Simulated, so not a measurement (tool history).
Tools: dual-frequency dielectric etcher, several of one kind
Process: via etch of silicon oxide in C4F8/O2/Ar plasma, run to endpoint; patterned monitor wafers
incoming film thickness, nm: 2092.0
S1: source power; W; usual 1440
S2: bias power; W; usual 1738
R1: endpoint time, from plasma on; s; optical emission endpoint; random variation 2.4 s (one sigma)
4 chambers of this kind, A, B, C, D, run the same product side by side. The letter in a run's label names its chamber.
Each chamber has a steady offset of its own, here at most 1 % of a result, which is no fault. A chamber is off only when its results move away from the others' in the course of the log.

run,day,S1,S2,R1
1A,0.292,1440,1738,489.82
2B,0.712,1440,1738,493.87
3C,1.042,1440,1738,483.11
4D,1.388,1440,1738,490.11
5A,1.692,1440,1738,493.96
6B,2.112,1440,1738,490.02
7D,2.604,1440,1738,488.53
# day 2.800: chamber A: wet clean of the chamber
8C,2.900,1440,1738,485.01
9D,3.142,1440,1738,491.92
# day 3.204: chamber B: bias power generator calibrated
10B,3.662,1730,1738,455.31
11A,4.062,1730,1738,455.73
12C,4.508,1730,1738,454.82
13B,5.004,1730,1738,455.04
14D,5.325,1440,1738,491.66
15C,5.833,1440,1738,496.58
16A,6.162,1180,2108,504.53
17D,6.700,1180,2108,499.28
18B,7.000,1180,2108,502.63
19C,7.400,1180,2108,509.98
# day 7.567: chamber B: wet clean of the chamber
20A,7.846,1440,1738,491.51
21D,8.221,1440,1738,484.50
# day 8.383: chamber D: wet clean of the chamber
22B,8.612,1440,1738,491.71
23C,9.025,1440,1738,499.66
24A,9.421,1440,1738,492.84
25A,9.938,1090,2073,519.62
26C,10.225,1090,2073,537.26
27B,10.467,1090,2073,524.30
28D,10.842,1090,2073,519.27
29C,11.217,1440,1738,503.96
30B,11.550,1440,1738,491.99
31A,11.858,1440,1738,492.68
32D,12.229,1440,1738,489.45
33D,12.604,1440,1738,490.32
34C,12.858,1440,1738,506.61
35A,13.292,1440,1738,496.57
36B,13.617,1440,1738,493.63
37B,14.017,1440,1738,493.81

Is one chamber off against the others, does the gauge drift, or is nothing wrong? If a chamber is off, say which, and what the likeliest cause is.

Chamber C drifts away from the others.
Cause: etch rate under this chamber's usual, % = 4.72.

Here are 4 candidates for chamber C's next run, each the usual settings with a change, their results left as question marks. Which one brings its results back in line with what the others give on the usual settings?
In line means no further than this from the other chambers' mean on the usual settings: R1 8.30 s
38C-1,14.400,1340,1655,?
38C-2,14.400,1400,1738,?
38C-3,14.400,1460,1758,?
38C-4,14.400,1440,1986,?

The other chambers' mean on the usual settings: R1 491.85 s
run,R1
38C-1,535.14
38C-2,518.79
38C-3,508.62
38C-4,493.93
38C-4 brings the chamber back in line.

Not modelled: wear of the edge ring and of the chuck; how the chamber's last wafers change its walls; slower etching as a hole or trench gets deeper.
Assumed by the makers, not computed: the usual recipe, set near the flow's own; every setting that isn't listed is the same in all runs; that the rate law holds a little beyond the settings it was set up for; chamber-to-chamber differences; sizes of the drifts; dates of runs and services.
